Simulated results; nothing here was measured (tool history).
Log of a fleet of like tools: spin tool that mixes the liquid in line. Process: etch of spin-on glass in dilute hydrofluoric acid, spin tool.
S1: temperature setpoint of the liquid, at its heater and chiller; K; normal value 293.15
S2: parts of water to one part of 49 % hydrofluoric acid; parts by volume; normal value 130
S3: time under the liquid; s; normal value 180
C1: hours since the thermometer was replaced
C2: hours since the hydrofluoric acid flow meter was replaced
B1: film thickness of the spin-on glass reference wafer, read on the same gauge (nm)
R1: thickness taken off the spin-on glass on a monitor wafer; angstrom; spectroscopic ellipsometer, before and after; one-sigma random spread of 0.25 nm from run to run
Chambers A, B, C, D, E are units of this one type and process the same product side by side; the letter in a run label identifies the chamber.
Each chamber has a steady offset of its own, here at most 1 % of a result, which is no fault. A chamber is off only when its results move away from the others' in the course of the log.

run,hour,S1,S2,S3,C1,C2,B1,R1
1A,4.6,293.15,130,180,2295.5,151.3,50.003,358.67
2D,10.5,293.15,130,180,435.5,755.5,50,361.05
3B,15.2,293.15,130,180,469.7,26.5,49.958,361.35
4C,20.2,293.15,130,180,865,101.4,50.016,354.94
5E,26.4,290.65,180,180,421.9,653,49.984,220.59
6A,30.8,290.65,180,180,2321.7,177.5,49.957,222.77
7D,34.9,290.65,180,180,459.9,779.9,49.978,223.57
8B,40,290.65,180,180,494.5,51.3,49.949,220.74
9C,45.4,290.65,180,180,890.2,126.6,50.017,222.95
10E,51.8,290.15,130,90,447.3,678.4,50.023,161.09
11A,57.2,290.15,130,90,2348.1,203.9,50.001,159.14
12E,62,290.15,130,90,457.5,688.6,50.022,160.15
13B,69,290.15,130,90,523.5,80.3,50.006,158.55
14D,72.7,290.15,130,90,497.7,817.7,49.982,159.54
15C,79.8,293.15,130,180,924.6,161,50.022,360.47
16D,87.1,293.15,130,180,512.1,832.1,50.037,356.13
17B,93.1,293.15,130,95,547.6,104.4,49.994,189.02
18C,99.1,293.15,130,95,943.9,180.3,49.976,189.1
19E,104.6,293.15,130,95,500.1,731.2,49.966,192
20A,109.6,293.15,130,95,2400.5,256.3,49.993,191.69
21E,116.9,293.15,130,95,512.4,743.5,49.965,189.92
22D,120.7,293.15,130,125,545.7,865.7,50.009,242.92
23C,126.6,293.15,130,125,971.4,207.8,50.038,248.48
24A,131,293.15,130,125,2421.9,277.7,50.027,249.8
25B,135.8,293.15,130,125,590.3,147.1,50.041,250.76
26B,143.4,293.15,130,125,597.9,154.7,49.986,247.63
27D,150.6,293.15,130,180,575.6,895.6,49.992,349.48
28C,157.4,293.15,130,180,1002.2,238.6,49.943,353.89
29A,163.3,293.15,130,180,2454.2,310,49.949,362.55
30E,168.8,293.15,130,180,564.3,795.4,50.064,356.89
# hour 171.8: chamber B: thermometer replaced
31B,173.9,293.15,130,180,2.2,185.2,49.997,361.24
32E,181.5,293.15,130,180,577,808.1,49.983,358.14
33A,189.4,293.15,130,180,2480.3,336.1,49.98,358.17
34C,196.5,293.15,130,180,1041.3,277.7,50.033,356.44
35D,203,293.15,130,180,628,948,50.043,337.55
36D,208.2,293.15,130,180,633.2,953.2,50,338.05
37B,214.8,293.15,130,180,43.1,226.1,50.013,364.36
38A,218.8,293.15,130,180,2509.7,365.5,50.017,360.95
39E,226.3,293.15,130,180,621.8,852.9,49.944,365.72
40C,230.1,293.15,130,180,1074.9,311.3,50.007,359.75

All chambers now run identical settings, listed one chamber a line with results as question marks. What results will each chamber show?
41A,235.7,293.15,130,180,,,,?
41B,235.7,293.15,130,180,,,,?
41C,235.7,293.15,130,180,,,,?
41D,235.7,293.15,130,180,,,,?
41E,235.7,293.15,130,180,,,,?

run,R1
41A,357.11
41B,361.72
41C,355.98
41D,335.01
41E,363.42
